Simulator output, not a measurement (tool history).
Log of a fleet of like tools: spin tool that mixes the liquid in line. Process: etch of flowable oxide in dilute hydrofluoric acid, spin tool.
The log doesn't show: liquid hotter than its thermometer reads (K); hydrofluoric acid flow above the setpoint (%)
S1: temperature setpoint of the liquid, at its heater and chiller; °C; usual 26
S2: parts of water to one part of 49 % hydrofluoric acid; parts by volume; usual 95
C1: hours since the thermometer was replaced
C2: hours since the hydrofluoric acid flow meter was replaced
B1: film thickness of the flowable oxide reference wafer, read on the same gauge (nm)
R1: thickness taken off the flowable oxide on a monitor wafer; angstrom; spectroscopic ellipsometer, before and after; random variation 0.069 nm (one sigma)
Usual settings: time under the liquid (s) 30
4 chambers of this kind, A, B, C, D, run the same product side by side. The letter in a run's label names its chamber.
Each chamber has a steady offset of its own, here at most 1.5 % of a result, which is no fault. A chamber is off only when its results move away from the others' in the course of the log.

Run 1D, day 0.221: usual settings; C1 1010.3; C2 420.6; B1 119.93. Result: R1 176.66 angstrom.
Run 2B, day 0.488: usual settings; C1 1704; C2 1898.1; B1 120.02. Result: R1 178.8 angstrom.
Run 3A, day 0.804: usual settings; C1 565.4; C2 367.2; B1 119.98. Result: R1 176.49 angstrom.
Run 4C, day 1.208: usual settings; C1 824.1; C2 918.3; B1 119.98. Result: R1 180.27 angstrom.
Run 5C, day 1.421: usual settings; C1 829.2; C2 923.4; B1 120.01. Result: R1 179.14 angstrom.
Run 6D, day 1.646: usual settings; C1 1044.5; C2 454.8; B1 120.02. Result: R1 177.96 angstrom.
Run 7A, day 1.829: usual settings; C1 590; C2 391.8; B1 120. Result: R1 176.77 angstrom.
Run 8B, day 2.067: usual settings but time under the liquid (s) 15; C1 1741.9; C2 1936; B1 119.97. Result: R1 89.187 angstrom.
Run 9D, day 2.375: usual settings but time under the liquid (s) 15; C1 1062; C2 472.3; B1 119.96. Result: R1 88.599 angstrom.
Run 10C, day 2.596: usual settings but time under the liquid (s) 15; C1 857.4; C2 951.6; B1 119.97. Result: R1 89.923 angstrom.
Run 11B, day 2.896: usual settings but time under the liquid (s) 15; C1 1761.8; C2 1955.9; B1 120.06. Result: R1 88.966 angstrom.
Run 12A, day 3.208: usual settings; C1 623.1; C2 424.9; B1 120.01. Result: R1 176.91 angstrom.
Run 13D, day 3.521: usual settings; C1 1089.5; C2 499.8; B1 119.98. Result: R1 176.11 angstrom.
Run 14C, day 3.717: usual settings; C1 884.3; C2 978.5; B1 119.99. Result: R1 178.7 angstrom.
Run 15A, day 4.05: usual settings; C1 643.3; C2 445.1; B1 120. Result: R1 176.72 angstrom.
Run 16B, day 4.321: usual settings; C1 1796; C2 1990.1; B1 119.95. Result: R1 178.41 angstrom.
Run 17B, day 4.521: usual settings but S1 29.5 °C, time under the liquid (s) 15; C1 1800.8; C2 1994.9; B1 119.98. Result: R1 102.43 angstrom.
Run 18D, day 4.892: usual settings but S1 29.5 °C, time under the liquid (s) 15; C1 1122.4; C2 532.7; B1 120. Result: R1 101.3 angstrom.
Run 19C, day 5.254: usual settings but S1 29.5 °C, time under the liquid (s) 15; C1 921.2; C2 1015.4; B1 120.01. Result: R1 103.82 angstrom.
Run 20A, day 5.588: usual settings but S1 29.5 °C, time under the liquid (s) 15; C1 680.2; C2 482; B1 120.02. Result: R1 100.33 angstrom.
Run 21A, day 6.008: usual settings; C1 690.3; C2 492.1; B1 119.98. Result: R1 175.88 angstrom.
Run 22C, day 6.254: usual settings; C1 945.2; C2 1039.4; B1 120.03. Result: R1 180.3 angstrom.
Run 23D, day 6.612: usual settings; C1 1163.7; C2 574; B1 120. Result: R1 176.14 angstrom.
Run 24B, day 6.979: usual settings; C1 1859.8; C2 2053.9; B1 120.02. Result: R1 177.92 angstrom.
Run 25D, day 7.396: usual settings; C1 1182.5; C2 592.8; B1 120.01. Result: R1 177.05 angstrom.
Run 26B, day 7.596: usual settings; C1 1874.6; C2 2068.7; B1 120. Result: R1 177.58 angstrom.
Run 27A, day 7.8: usual settings; C1 733.3; C2 535.1; B1 119.96. Result: R1 176.26 angstrom.
Run 28C, day 8.067: usual settings; C1 988.7; C2 1082.9; B1 119.98. Result: R1 180.31 angstrom.
Run 29A, day 8.388: usual settings; C1 747.4; C2 549.2; B1 119.97. Result: R1 175.57 angstrom.
Run 30D, day 8.675: usual settings but S1 23 °C, S2 50 parts by volume; C1 1213.2; C2 623.5; B1 120.02. Result: R1 313.36 angstrom.
Run 31B, day 8.925: usual settings but S1 23 °C, S2 50 parts by volume; C1 1906.5; C2 2100.6; B1 120. Result: R1 313.97 angstrom.
At day 9.133: chamber B: hydrofluoric acid flow meter replaced.
Run 32C, day 9.246: usual settings but S1 23 °C, S2 50 parts by volume; C1 1017; C2 1111.2; B1 119.94. Result: R1 316.22 angstrom.
At day 9.258: chamber A: hydrofluoric acid flow meter replaced.
Run 33A, day 9.546: usual settings but S1 23 °C, S2 50 parts by volume; C1 775.2; C2 7; B1 120.01. Result: R1 317.6 angstrom.
Run 34C, day 9.871: usual settings; C1 1032; C2 1126.2; B1 120.04. Result: R1 179.4 angstrom.
Run 35B, day 10.225: usual settings; C1 1937.7; C2 26.2; B1 119.98. Result: R1 178.73 angstrom.
Run 36D, day 10.421: usual settings; C1 1255.1; C2 665.4; B1 120.03. Result: R1 176.65 angstrom.

Is one chamber off against the others, does the gauge drift, or is nothing wrong? If a chamber is off, say which, and what the likeliest cause is.

No chamber stands off beyond its own small offset, and the gauge holds steady.
